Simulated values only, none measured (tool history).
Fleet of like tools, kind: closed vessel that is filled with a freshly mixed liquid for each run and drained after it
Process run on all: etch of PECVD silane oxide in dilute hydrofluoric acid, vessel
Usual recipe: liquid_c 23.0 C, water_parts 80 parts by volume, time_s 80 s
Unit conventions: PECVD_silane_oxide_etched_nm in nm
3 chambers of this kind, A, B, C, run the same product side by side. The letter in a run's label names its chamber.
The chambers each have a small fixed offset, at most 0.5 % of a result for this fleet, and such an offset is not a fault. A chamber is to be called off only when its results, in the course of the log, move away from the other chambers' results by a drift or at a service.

run,hour,liquid_c,water_parts,time_s,hours since the thermometer was replaced,hours since the hydrofluoric acid flow meter was replaced,"read-back film thickness of the PECVD silane oxide reference wafer, read on the same gauge (nm)",PECVD_silane_oxide_etched_nm
1B,5.0,23.0,80,80,1181.9,1186.7,139.99,23.368
2A,8.0,23.0,80,80,2423.3,994.8,139.96,23.083
3C,12.6,23.0,80,80,176.6,219.1,139.97,23.314
4A,16.9,23.0,80,80,2432.2,1003.7,140.01,23.344
5C,20.4,23.0,100,80,184.4,226.9,139.99,18.321
6B,24.7,23.0,100,80,1201.6,1206.4,140.00,18.222
7A,28.0,23.0,100,80,2443.3,1014.8,140.03,18.292
8B,32.7,23.0,45,45,1209.6,1214.4,140.03,24.465
9C,38.1,23.0,45,45,202.1,244.6,139.98,24.817
10A,40.9,23.0,45,45,2456.2,1027.7,139.96,23.826
11B,45.7,27.5,45,80,1222.6,1227.4,140.02,52.417
12C,50.1,27.5,45,80,214.1,256.6,140.03,53.176
13A,54.9,27.5,45,80,2470.2,1041.7,140.05,51.670
# hour 56.4: chamber A: thermometer replaced
14B,58.7,23.0,80,80,1235.6,1240.4,140.01,23.221
15C,61.1,23.0,80,80,225.1,267.6,139.99,23.801
16A,65.1,23.0,80,80,8.8,1051.9,140.02,23.092
17B,69.1,23.0,80,80,1246.0,1250.8,140.02,23.234
18C,72.2,23.0,80,80,236.2,278.7,140.00,24.407
19B,75.2,23.0,80,80,1252.1,1256.9,139.99,23.151
20C,80.1,23.0,80,80,244.1,286.6,140.02,24.173
21A,84.7,20.0,80,80,28.4,1071.5,139.99,20.612
22B,90.0,20.0,80,80,1266.9,1271.7,139.96,20.572
23A,94.8,20.0,80,80,38.5,1081.6,139.94,20.714
24C,100.3,23.0,80,80,264.3,306.8,140.00,24.810
25C,104.6,23.0,80,80,268.6,311.1,140.02,24.576
26B,107.6,23.0,80,80,1284.5,1289.3,139.98,23.247
27A,111.2,23.0,80,80,54.9,1098.0,140.00,23.238

Is one chamber out of step, is the gauge drifting, or do the chambers differ by no more than their own small offsets? For an off chamber, give its letter and the likeliest cause.

One chamber, C, drifts off from the rest bit by bit.
Likeliest cause: hydrofluoric acid flow above the setpoint (%) = 6.24.
The log may not tell that from: liquid hotter than its thermometer reads (K).

Chamber C could run next with any of the 4 candidate recipes listed below; each alters the usual settings, and their results appear as question marks. Which one brings its results back in line with what the other chambers deliver on the usual settings?
In line means no further than this from the other chambers' mean on the usual settings: PECVD_silane_oxide_etched_nm 0.640 nm
28C-1,115.2,23.0,85,80,,,,?
28C-2,115.2,23.0,80,85,,,,?
28C-3,115.2,23.0,70,80,,,,?
28C-4,115.2,23.0,80,70,,,,?

On the usual settings, the other chambers give on average: PECVD_silane_oxide_etched_nm 23.252 nm
run,PECVD_silane_oxide_etched_nm
28C-1,23.245
28C-2,26.393
28C-3,28.711
28C-4,21.735
It is 28C-1 that realigns the chamber with its peers.
